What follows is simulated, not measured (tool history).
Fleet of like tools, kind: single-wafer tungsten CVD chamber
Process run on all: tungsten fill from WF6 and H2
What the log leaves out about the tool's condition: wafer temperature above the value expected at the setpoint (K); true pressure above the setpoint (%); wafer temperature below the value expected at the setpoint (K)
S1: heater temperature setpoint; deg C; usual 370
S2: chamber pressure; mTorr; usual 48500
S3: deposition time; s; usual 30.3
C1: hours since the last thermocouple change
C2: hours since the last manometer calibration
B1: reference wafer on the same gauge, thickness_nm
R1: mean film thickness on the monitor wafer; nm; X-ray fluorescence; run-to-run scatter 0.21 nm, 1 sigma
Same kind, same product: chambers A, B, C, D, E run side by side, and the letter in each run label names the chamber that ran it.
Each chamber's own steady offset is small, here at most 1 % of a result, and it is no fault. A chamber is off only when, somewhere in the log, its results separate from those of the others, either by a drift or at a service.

run    day   S1     S2    S3      C1      C2      B1      R1
     0.062  -- chamber A: capacitance manometer re-zeroed and calibrated
 1B  0.196  370  48500  30.3   367.9   780.1  70.996  60.202
 2C  0.358  370  48500  30.3  2187.1    1328  71.056  60.822
 3A  0.488  370  48500  30.3   959.9    10.3  70.918  60.692
 4D  0.671  370  48500  30.3   883.3   659.8  71.002  60.956
 5E  0.771  370  48500  30.3     543  1881.1  71.034  60.953
 6C  0.967  370  48500  30.3  2201.7  1342.6  71.006  60.915
 7D  1.129  370  48500  30.3   894.3   670.8  71.017  61.647
 8E  1.329  370  48500  30.3   556.4  1894.5  71.031  60.877
 9B   1.45  370  48500  30.3     398   810.2  70.994  60.468
10A  1.629  370  48500  30.3   987.3    37.7  70.993    60.9
11D  1.762  370  48500  30.3   909.5     686  70.915  61.391
12C  1.879  356  48500  30.3  2223.6  1364.5  70.975   44.72
13B  2.054  356  48500  30.3   412.5   824.7  70.987  44.264
     2.075  -- chamber E: capacitance manometer re-zeroed and calibrated
14A  2.262  356  48500  30.3  1002.5    52.9  71.008  44.628
15E  2.479  356  48500  30.3     584     9.8  71.002  45.604
16B  2.638  356  48500  30.3   426.5   838.7  70.971  44.441
17C  2.829  370  48500  30.3  2246.4  1387.3  71.017  60.473
18A  3.033  370  48500  30.3    1021    71.4      71   61.22
19D  3.258  370  48500  30.3   945.4   721.9  70.993  61.584
20E  3.417  370  48500  30.3   606.5    32.3  70.985  62.268
21A  3.596  370  48500  30.3  1034.5    84.9  71.004  60.521
22D  3.721  370  48500  30.3   956.5     733  70.997  61.397
23B  3.875  370  48500  30.3   456.2   868.4  70.986  60.269
24C    4.1  370  48500  30.3  2276.9  1417.8  70.982  60.495
25E  4.225  358  48500  30.3   625.9    51.7   71.08  48.184
26E  4.367  358  48500  30.3   629.3    55.1  71.063  48.525
27B  4.508  358  48500  30.3   471.4   883.6  70.971  46.473
28A  4.667  358  48500  30.3  1060.2   110.6  70.945   46.76
29C  4.788  358  48500  30.3  2293.4  1434.3  71.009  46.872
30D  4.896  370  48500  30.3   984.7   761.2  71.051  61.152
31B      5  377  48500  30.3   483.2   895.4  70.941   70.38
32A  5.204  377  48500  30.3  1073.1   123.5  70.977  70.655

Is one chamber off against the others, does the gauge drift, or is nothing wrong? If a chamber is off, say which, and what the likeliest cause is.

It is chamber E that slowly wanders off from its peers.
Cause: wafer temperature above the value expected at the setpoint (K) = 1.65.

Chamber E could run next with any of the 4 candidate recipes listed below; each alters the usual settings, and their results appear as question marks. Which one brings its results back in line with what the other chambers deliver on the usual settings?
In line here means within this much of the mean the other chambers give on the usual settings: R1 0.75 nm
33E-1  5.367  368  47800  29.7               ?
33E-2  5.367  371  48800  30.6               ?
33E-3  5.367  369  48500    30               ?
33E-4  5.367  372  49200  30.9               ?

On the usual settings, the other chambers give on average: R1 60.827 nm
  run      R1
33E-1  58.802
33E-2  65.075
33E-3  61.046
33E-4  67.326
It is 33E-3 that realigns the chamber with its peers.

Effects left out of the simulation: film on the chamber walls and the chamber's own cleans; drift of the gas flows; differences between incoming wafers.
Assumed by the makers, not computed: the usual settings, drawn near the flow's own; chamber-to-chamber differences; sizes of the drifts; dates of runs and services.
